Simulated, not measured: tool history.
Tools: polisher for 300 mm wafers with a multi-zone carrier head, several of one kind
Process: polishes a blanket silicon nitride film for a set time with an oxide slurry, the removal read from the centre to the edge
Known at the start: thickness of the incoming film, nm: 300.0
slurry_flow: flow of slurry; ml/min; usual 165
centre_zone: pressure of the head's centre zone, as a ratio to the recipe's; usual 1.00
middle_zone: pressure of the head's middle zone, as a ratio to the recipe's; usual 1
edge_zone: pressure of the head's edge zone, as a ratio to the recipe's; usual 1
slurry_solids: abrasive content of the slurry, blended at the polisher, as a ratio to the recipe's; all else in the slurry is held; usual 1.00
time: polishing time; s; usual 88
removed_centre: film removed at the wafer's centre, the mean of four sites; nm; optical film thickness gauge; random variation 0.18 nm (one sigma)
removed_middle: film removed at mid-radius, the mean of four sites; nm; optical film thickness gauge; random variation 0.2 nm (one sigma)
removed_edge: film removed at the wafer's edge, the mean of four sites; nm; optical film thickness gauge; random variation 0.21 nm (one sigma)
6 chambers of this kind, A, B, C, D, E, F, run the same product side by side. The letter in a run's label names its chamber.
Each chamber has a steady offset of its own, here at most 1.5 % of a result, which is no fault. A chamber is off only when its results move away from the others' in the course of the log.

run   hour  slurry_flow  centre_zone  middle_zone  edge_zone  slurry_solids  time  removed_centre  removed_middle  removed_edge
       1.5  -- chamber B: centre zone pressure recalibrated
 1A   11.3          165         1.00            1          1           1.00    88          27.307          27.441        27.515
      12.3  -- chamber D: worn pad replaced by a new one
 2C   22.5          165         1.00            1          1           1.00    88          27.651          27.530        27.870
      28.0  -- chamber F: slurry nozzle cleaned
      28.2  -- chamber A: worn pad replaced by a new one
 3F   29.6          165         1.00            1          1           1.00    88          27.559          27.533        27.767
      35.7  -- chamber D: edge zone pressure recalibrated
      40.6  -- chamber C: slurry nozzle cleaned
 4D   44.6          165         1.00            1          1           1.00    88          27.447          27.884        27.754
      52.6  -- chamber A: edge zone pressure recalibrated
 5B   53.0          165         1.00            1          1           1.00    88          27.403          27.328        27.883
 6E   63.3          165         1.00            1          1           1.00    88          27.638          27.748        27.370
      75.2  -- chamber F: worn pad replaced by a new one
 7B   75.7          165         1.00            1          1           1.00    88          27.829          27.506        27.441
      79.9  -- chamber D: centre zone pressure recalibrated
 8C   86.0          165         1.00            1          1           0.90    88          26.623          25.858        26.194
      89.7  -- chamber C: worn pad replaced by a new one
      92.2  -- chamber C: edge zone pressure recalibrated
 9D   93.8          165         1.00            1          1           0.90    88          26.050          26.362        25.968
10F  103.9          165         1.00            1          1           0.90    88          26.083          25.939        26.124
     115.3  -- chamber B: slurry nozzle cleaned
11A  116.1          165         1.00            1          1           0.90    88          25.861          25.939        25.900
     125.6  -- chamber A: worn pad replaced by a new one
12E  126.7          165         1.00            1          1           0.90    88          26.309          26.014        25.746
     128.7  -- chamber B: worn pad replaced by a new one
13C  136.8          165         1.00            1          1           0.90    88          26.333          26.281        26.204
14B  147.6          165         1.00            1          1           1.00    88          27.353          27.186        27.406
15F  157.0          165         1.00            1          1           1.00    88          27.519          27.154        27.687
16E  172.6          165         1.00            1          1           1.00    88          27.479          27.685        26.654
     173.5  -- chamber E: slurry nozzle cleaned
     183.7  -- chamber D: worn pad replaced by a new one
17D  184.6          165         1.00            1          1           1.00    88          26.845          27.480        27.571
     187.7  -- chamber C: worn pad replaced by a new one
18A  192.0          205         1.00            1          1           1.00    88          28.635          27.969        28.596
19B  200.3          205         1.00            1          1           1.00    88          28.611          28.565        28.089
     203.5  -- chamber F: worn pad replaced by a new one
     204.2  -- chamber A: worn pad replaced by a new one
20F  208.3          205         1.00            1          1           1.00    88          28.374          28.313        28.404
21A  223.9          205         1.00            1          1           1.00    88          28.426          28.679        28.128
22E  232.0          205         1.00            1          1           1.00    88          27.736          28.446        27.544
     233.6  -- chamber D: slurry nozzle cleaned
     237.5  -- chamber E: centre zone pressure recalibrated
     240.1  -- chamber E: edge zone pressure recalibrated
23C  242.7          205         1.00            1          1           1.00    88          28.934          28.724        28.942
24D  250.1          165         1.00            1          1           1.00    88          27.358          27.747        27.672
25F  262.4          165         1.00            1          1           1.00    88          27.439          27.128        27.757
26E  277.6          165         1.00            1          1           1.00    88          26.438          26.764        26.753
27A  287.0          165         1.00            1          1           1.00    88          27.143          27.084        27.165
     287.7  -- chamber F: slurry nozzle cleaned
     291.5  -- chamber B: worn pad replaced by a new one
     297.6  -- chamber A: worn pad replaced by a new one
     298.8  -- chamber C: worn pad replaced by a new one
28C  301.0          165         1.00            1          1           1.00    88          27.689          27.496        27.781
29D  314.4          165         1.00            1          1           1.00    88          27.288          27.762        27.849
30B  324.3          165         1.00            1          1           1.00    88          27.711          27.511        27.181
31C  334.8          165         1.00            1          1           1.00    88          27.426          27.353        27.409
     338.8  -- chamber D: centre zone pressure recalibrated
32D  347.5          165         1.00            1          1           1.00    88          27.276          27.628        27.590
     357.0  -- chamber D: worn pad replaced by a new one
     360.7  -- chamber F: worn pad replaced by a new one
33F  361.2          165         1.00            1          1           1.00    88          27.184          26.877        27.390
34A  373.9          165         1.00            1          1           1.00    88          27.034          27.438        27.265
35B  385.0          165         1.00            1          1           1.00    88          27.538          27.095        27.928
36E  400.1          165         1.00            1          1           1.00    88          25.844          26.340        26.141
37D  412.7          165         1.00            1          1           1.25   111          37.640          39.050        38.461
38E  427.3          165         1.00            1          1           1.25   111          35.803          36.066        35.826

Is one chamber off against the others, does the gauge drift, or is nothing wrong? If a chamber is off, say which, and what the likeliest cause is.

Chamber E drifts away from the others.
Cause: removal rate lost through wear of the pad, % = 6.61.

Here are 4 candidates for chamber E's next run, each the usual settings with a change, their results left as question marks. Which one brings its results back in line with what the others give on the usual settings?
In line means no further than this from the other chambers' mean on the usual settings: removed_centre 0.630 nm; removed_middle 0.710 nm; removed_edge 0.740 nm
39E-1  438.9          165         1.00         0.99       1.01           1.00    94               ?               ?             ?
39E-2  438.9          165         0.99         0.98       1.02           1.05    97               ?               ?             ?
39E-3  438.9          165         1.01         1.01       0.99           1.00    82               ?               ?             ?
39E-4  438.9          165         1.00         1.02       0.98           0.95    80               ?               ?             ?

The other chambers' mean on the usual settings: removed_centre 27.404 nm; removed_middle 27.472 nm; removed_edge 27.548 nm
  run  removed_centre  removed_middle  removed_edge
39E-1          27.361          27.419        27.469
39E-2          28.559          28.669        29.142
39E-3          24.129          24.359        23.705
39E-4          22.735          23.408        22.452
39E-1 brings the chamber back in line.
